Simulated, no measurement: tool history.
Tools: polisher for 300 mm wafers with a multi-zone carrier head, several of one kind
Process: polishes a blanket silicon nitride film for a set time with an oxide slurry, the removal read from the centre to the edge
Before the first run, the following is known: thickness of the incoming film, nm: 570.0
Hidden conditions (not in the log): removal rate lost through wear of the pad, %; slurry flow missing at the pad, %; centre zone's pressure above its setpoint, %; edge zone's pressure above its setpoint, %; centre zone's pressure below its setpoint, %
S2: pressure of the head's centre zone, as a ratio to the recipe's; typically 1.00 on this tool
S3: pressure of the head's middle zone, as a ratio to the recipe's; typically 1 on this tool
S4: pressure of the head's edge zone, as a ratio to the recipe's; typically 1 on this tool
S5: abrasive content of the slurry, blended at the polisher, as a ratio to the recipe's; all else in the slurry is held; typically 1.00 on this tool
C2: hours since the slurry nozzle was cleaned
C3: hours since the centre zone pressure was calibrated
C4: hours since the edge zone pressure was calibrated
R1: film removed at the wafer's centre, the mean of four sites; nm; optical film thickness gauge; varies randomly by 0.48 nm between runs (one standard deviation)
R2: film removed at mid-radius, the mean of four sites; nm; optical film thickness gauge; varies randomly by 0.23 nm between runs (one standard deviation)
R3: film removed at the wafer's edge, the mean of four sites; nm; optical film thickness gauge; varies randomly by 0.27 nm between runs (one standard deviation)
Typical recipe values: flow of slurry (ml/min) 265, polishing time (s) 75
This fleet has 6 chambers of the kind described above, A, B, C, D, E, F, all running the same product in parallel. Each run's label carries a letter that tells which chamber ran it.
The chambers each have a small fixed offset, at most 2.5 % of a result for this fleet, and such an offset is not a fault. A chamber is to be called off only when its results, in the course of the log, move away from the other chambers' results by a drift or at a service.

-- hour=4.9 chamber C: worn pad replaced by a new one
run 1C hour=9.3 | flow_of_slurry_(ml/min)=265 S2=1.00 S3=1 S4=1 S5=1.00 polishing_time_(s)=75 | wafers_polished_on_this_pad=28 C2=443.3 C3=1034.0 C4=658.4 | R1=33.783 R2=33.214 R3=34.116
run 2D hour=18.6 | flow_of_slurry_(ml/min)=265 S2=1.00 S3=1 S4=1 S5=1.00 polishing_time_(s)=75 | wafers_polished_on_this_pad=387 C2=55.0 C3=454.0 C4=557.0 | R1=34.076 R2=33.639 R3=33.702
-- hour=24.3 chamber D: centre zone pressure recalibrated
run 3F hour=25.9 | flow_of_slurry_(ml/min)=265 S2=1.00 S3=1 S4=1 S5=1.00 polishing_time_(s)=75 | wafers_polished_on_this_pad=869 C2=598.1 C3=878.5 C4=112.6 | R1=33.065 R2=33.634 R3=33.939
run 4E hour=33.5 | flow_of_slurry_(ml/min)=265 S2=1.00 S3=1 S4=1 S5=1.00 polishing_time_(s)=75 | wafers_polished_on_this_pad=686 C2=495.0 C3=589.7 C4=987.7 | R1=34.031 R2=33.882 R3=33.630
-- hour=35.9 chamber A: worn pad replaced by a new one
-- hour=35.9 chamber B: worn pad replaced by a new one
run 5A hour=42.0 | flow_of_slurry_(ml/min)=265 S2=1.00 S3=1 S4=1 S5=1.00 polishing_time_(s)=75 | wafers_polished_on_this_pad=39 C2=836.6 C3=283.7 C4=386.5 | R1=34.134 R2=33.460 R3=33.872
-- hour=42.2 chamber F: worn pad replaced by a new one
-- hour=47.5 chamber A: slurry nozzle cleaned
run 6B hour=55.7 | flow_of_slurry_(ml/min)=235 S2=1.00 S3=1 S4=1 S5=1.00 polishing_time_(s)=85 | wafers_polished_on_this_pad=127 C2=181.7 C3=469.8 C4=646.2 | R1=37.280 R2=37.855 R3=37.748
run 7B hour=63.8 | flow_of_slurry_(ml/min)=235 S2=1.00 S3=1 S4=1 S5=1.00 polishing_time_(s)=85 | wafers_polished_on_this_pad=178 C2=189.8 C3=477.9 C4=654.3 | R1=37.345 R2=37.356 R3=37.859
run 8F hour=74.0 | flow_of_slurry_(ml/min)=235 S2=1.00 S3=1 S4=1 S5=1.00 polishing_time_(s)=85 | wafers_polished_on_this_pad=203 C2=646.2 C3=926.6 C4=160.7 | R1=37.100 R2=37.284 R3=37.471
-- hour=76.1 chamber D: worn pad replaced by a new one
run 9D hour=84.0 | flow_of_slurry_(ml/min)=235 S2=1.00 S3=1 S4=1 S5=1.00 polishing_time_(s)=85 | wafers_polished_on_this_pad=50 C2=120.4 C3=59.8 C4=622.4 | R1=38.238 R2=37.895 R3=38.181
-- hour=90.7 chamber E: worn pad replaced by a new one
run 10E hour=95.5 | flow_of_slurry_(ml/min)=235 S2=1.00 S3=1 S4=1 S5=1.00 polishing_time_(s)=85 | wafers_polished_on_this_pad=30 C2=557.0 C3=651.7 C4=1049.7 | R1=38.069 R2=37.658 R3=37.962
run 11A hour=104.2 | flow_of_slurry_(ml/min)=235 S2=1.00 S3=1 S4=1 S5=1.00 polishing_time_(s)=85 | wafers_polished_on_this_pad=436 C2=56.7 C3=345.9 C4=448.7 | R1=37.080 R2=37.600 R3=37.117
run 12C hour=112.9 | flow_of_slurry_(ml/min)=265 S2=1.00 S3=1 S4=1 S5=1.00 polishing_time_(s)=75 | wafers_polished_on_this_pad=690 C2=546.9 C3=1137.6 C4=762.0 | R1=33.355 R2=34.067 R3=33.168
-- hour=113.6 chamber D: edge zone pressure recalibrated
-- hour=118.6 chamber C: worn pad replaced by a new one
run 13F hour=121.8 | flow_of_slurry_(ml/min)=265 S2=1.00 S3=1 S4=1 S5=1.00 polishing_time_(s)=75 | wafers_polished_on_this_pad=508 C2=694.0 C3=974.4 C4=208.5 | R1=33.585 R2=32.926 R3=34.018
-- hour=123.5 chamber C: centre zone pressure recalibrated
run 14D hour=132.6 | flow_of_slurry_(ml/min)=265 S2=1.00 S3=1 S4=1 S5=1.00 polishing_time_(s)=75 | wafers_polished_on_this_pad=361 C2=169.0 C3=108.4 C4=19.1 | R1=34.531 R2=33.616 R3=34.006
run 15B hour=147.2 | flow_of_slurry_(ml/min)=265 S2=1.00 S3=1 S4=1 S5=1.00 polishing_time_(s)=75 | wafers_polished_on_this_pad=711 C2=273.2 C3=561.3 C4=737.7 | R1=34.268 R2=33.380 R3=34.249
-- hour=148.8 chamber A: worn pad replaced by a new one
-- hour=158.3 chamber B: worn pad replaced by a new one
run 16C hour=158.7 | flow_of_slurry_(ml/min)=265 S2=1.00 S3=1 S4=1 S5=1.00 polishing_time_(s)=75 | wafers_polished_on_this_pad=256 C2=592.7 C3=35.2 C4=807.8 | R1=32.500 R2=33.544 R3=34.201
-- hour=168.4 chamber F: worn pad replaced by a new one
run 17E hour=171.5 | flow_of_slurry_(ml/min)=265 S2=1.00 S3=1 S4=1 S5=1.00 polishing_time_(s)=75 | wafers_polished_on_this_pad=516 C2=633.0 C3=727.7 C4=1125.7 | R1=33.485 R2=34.121 R3=34.019
run 18A hour=179.7 | flow_of_slurry_(ml/min)=265 S2=1.00 S3=1 S4=1 S5=1.00 polishing_time_(s)=75 | wafers_polished_on_this_pad=197 C2=132.2 C3=421.4 C4=524.2 | R1=33.699 R2=33.654 R3=33.218
-- hour=184.9 chamber D: worn pad replaced by a new one
run 19A hour=186.0 | flow_of_slurry_(ml/min)=265 S2=1.00 S3=1 S4=1 S5=1.25 polishing_time_(s)=75 | wafers_polished_on_this_pad=237 C2=138.5 C3=427.7 C4=530.5 | R1=37.617 R2=36.972 R3=37.010
run 20B hour=198.9 | flow_of_slurry_(ml/min)=265 S2=1.00 S3=1 S4=1 S5=1.25 polishing_time_(s)=75 | wafers_polished_on_this_pad=259 C2=324.9 C3=613.0 C4=789.4 | R1=37.406 R2=36.659 R3=37.508
-- hour=208.9 chamber F: centre zone pressure recalibrated
run 21E hour=211.0 | flow_of_slurry_(ml/min)=265 S2=1.00 S3=1 S4=1 S5=1.25 polishing_time_(s)=75 | wafers_polished_on_this_pad=768 C2=672.5 C3=767.2 C4=1165.2 | R1=36.403 R2=36.668 R3=36.538
run 22C hour=223.8 | flow_of_slurry_(ml/min)=265 S2=1.00 S3=1 S4=1 S5=1.25 polishing_time_(s)=75 | wafers_polished_on_this_pad=672 C2=657.8 C3=100.3 C4=872.9 | R1=36.659 R2=36.999 R3=37.569
run 23D hour=231.7 | flow_of_slurry_(ml/min)=265 S2=1.00 S3=1 S4=1 S5=1.25 polishing_time_(s)=75 | wafers_polished_on_this_pad=299 C2=268.1 C3=207.5 C4=118.2 | R1=37.859 R2=37.239 R3=37.032
-- hour=241.4 chamber B: edge zone pressure recalibrated
run 24F hour=244.4 | flow_of_slurry_(ml/min)=265 S2=1.00 S3=1 S4=1 S5=1.25 polishing_time_(s)=75 | wafers_polished_on_this_pad=485 C2=816.6 C3=35.6 C4=331.1 | R1=37.424 R2=36.643 R3=36.804
-- hour=252.3 chamber E: worn pad replaced by a new one
run 25F hour=253.9 | flow_of_slurry_(ml/min)=265 S2=1.00 S3=1 S4=1 S5=1.00 polishing_time_(s)=75 | wafers_polished_on_this_pad=546 C2=826.1 C3=45.1 C4=340.6 | R1=33.691 R2=32.832 R3=33.779
-- hour=258.2 chamber E: slurry nozzle cleaned
run 26A hour=261.7 | flow_of_slurry_(ml/min)=265 S2=1.00 S3=1 S4=1 S5=1.00 polishing_time_(s)=75 | wafers_polished_on_this_pad=721 C2=214.2 C3=503.4 C4=606.2 | R1=33.397 R2=33.685 R3=32.946
-- hour=263.8 chamber A: worn pad replaced by a new one
-- hour=269.3 chamber B: worn pad replaced by a new one
-- hour=269.8 chamber C: worn pad replaced by a new one
run 27C hour=270.5 | flow_of_slurry_(ml/min)=265 S2=1.00 S3=1 S4=1 S5=1.00 polishing_time_(s)=75 | wafers_polished_on_this_pad=5 C2=704.5 C3=147.0 C4=919.6 | R1=33.261 R2=33.834 R3=34.428
run 28E hour=281.7 | flow_of_slurry_(ml/min)=265 S2=1.00 S3=1 S4=1 S5=1.00 polishing_time_(s)=75 | wafers_polished_on_this_pad=188 C2=23.6 C3=837.9 C4=1235.9 | R1=33.204 R2=34.090 R3=33.970
-- hour=289.5 chamber D: worn pad replaced by a new one
run 29B hour=291.8 | flow_of_slurry_(ml/min)=265 S2=1.00 S3=1 S4=1 S5=1.00 polishing_time_(s)=75 | wafers_polished_on_this_pad=144 C2=417.8 C3=705.9 C4=50.5 | R1=34.644 R2=33.891 R3=34.183
-- hour=295.6 chamber C: slurry nozzle cleaned
run 30D hour=302.5 | flow_of_slurry_(ml/min)=265 S2=1.07 S3=1 S4=1 S5=1.00 polishing_time_(s)=52 | wafers_polished_on_this_pad=83 C2=338.9 C3=278.3 C4=189.0 | R1=25.712 R2=23.501 R3=23.500
-- hour=304.0 chamber C: edge zone pressure recalibrated
-- hour=309.3 chamber F: worn pad replaced by a new one
run 31A hour=314.0 | flow_of_slurry_(ml/min)=265 S2=1.07 S3=1 S4=1 S5=1.00 polishing_time_(s)=52 | wafers_polished_on_this_pad=320 C2=266.5 C3=555.7 C4=658.5 | R1=25.334 R2=23.357 R3=23.478
run 32E hour=324.2 | flow_of_slurry_(ml/min)=265 S2=1.07 S3=1 S4=1 S5=1.00 polishing_time_(s)=52 | wafers_polished_on_this_pad=459 C2=66.1 C3=880.4 C4=1278.4 | R1=24.704 R2=23.429 R3=23.394
run 33B hour=336.3 | flow_of_slurry_(ml/min)=265 S2=1.07 S3=1 S4=1 S5=1.00 polishing_time_(s)=52 | wafers_polished_on_this_pad=428 C2=462.3 C3=750.4 C4=95.0 | R1=25.316 R2=23.204 R3=23.318
run 34F hour=347.2 | flow_of_slurry_(ml/min)=265 S2=1.07 S3=1 S4=1 S5=1.00 polishing_time_(s)=52 | wafers_polished_on_this_pad=242 C2=919.4 C3=138.4 C4=433.9 | R1=25.388 R2=23.298 R3=23.620
-- hour=354.3 chamber A: worn pad replaced by a new one
run 35D hour=358.0 | flow_of_slurry_(ml/min)=265 S2=1.07 S3=1 S4=1 S5=1.00 polishing_time_(s)=52 | wafers_polished_on_this_pad=437 C2=394.4 C3=333.8 C4=244.5 | R1=25.245 R2=23.436 R3=23.587
run 36C hour=370.3 | flow_of_slurry_(ml/min)=265 S2=1.00 S3=1 S4=1 S5=1.00 polishing_time_(s)=75 | wafers_polished_on_this_pad=642 C2=74.7 C3=246.8 C4=66.3 | R1=33.828 R2=33.570 R3=33.864
run 37D hour=381.7 | flow_of_slurry_(ml/min)=265 S2=1.00 S3=1 S4=1 S5=1.00 polishing_time_(s)=75 | wafers_polished_on_this_pad=589 C2=418.1 C3=357.5 C4=268.2 | R1=34.505 R2=33.667 R3=34.449
run 38C hour=396.1 | flow_of_slurry_(ml/min)=265 S2=1.00 S3=1 S4=1 S5=1.00 polishing_time_(s)=75 | wafers_polished_on_this_pad=807 C2=100.5 C3=272.6 C4=92.1 | R1=34.166 R2=33.667 R3=33.344
-- hour=401.0 chamber F: slurry nozzle cleaned
run 39B hour=402.5 | flow_of_slurry_(ml/min)=265 S2=1.00 S3=1 S4=1 S5=1.00 polishing_time_(s)=75 | wafers_polished_on_this_pad=851 C2=528.5 C3=816.6 C4=161.2 | R1=34.415 R2=33.654 R3=33.793
run 40E hour=416.3 | flow_of_slurry_(ml/min)=265 S2=1.00 S3=1 S4=1 S5=1.00 polishing_time_(s)=75 | wafers_polished_on_this_pad=1047 C2=158.2 C3=972.5 C4=1370.5 | R1=33.634 R2=34.115 R3=33.957
run 41F hour=429.1 | flow_of_slurry_(ml/min)=265 S2=1.00 S3=1 S4=1 S5=1.00 polishing_time_(s)=75 | wafers_polished_on_this_pad=765 C2=28.1 C3=220.3 C4=515.8 | R1=34.300 R2=33.579 R3=33.224
run 42A hour=437.4 | flow_of_slurry_(ml/min)=265 S2=1.00 S3=1 S4=1 S5=1.00 polishing_time_(s)=75 | wafers_polished_on_this_pad=531 C2=389.9 C3=679.1 C4=781.9 | R1=32.880 R2=33.698 R3=33.404

Is one chamber off against the others, does the gauge drift, or is nothing wrong? If a chamber is off, say which, and what the likeliest cause is.

Nothing is wrong: each chamber keeps only its own small, steady offset and the gauge holds still.

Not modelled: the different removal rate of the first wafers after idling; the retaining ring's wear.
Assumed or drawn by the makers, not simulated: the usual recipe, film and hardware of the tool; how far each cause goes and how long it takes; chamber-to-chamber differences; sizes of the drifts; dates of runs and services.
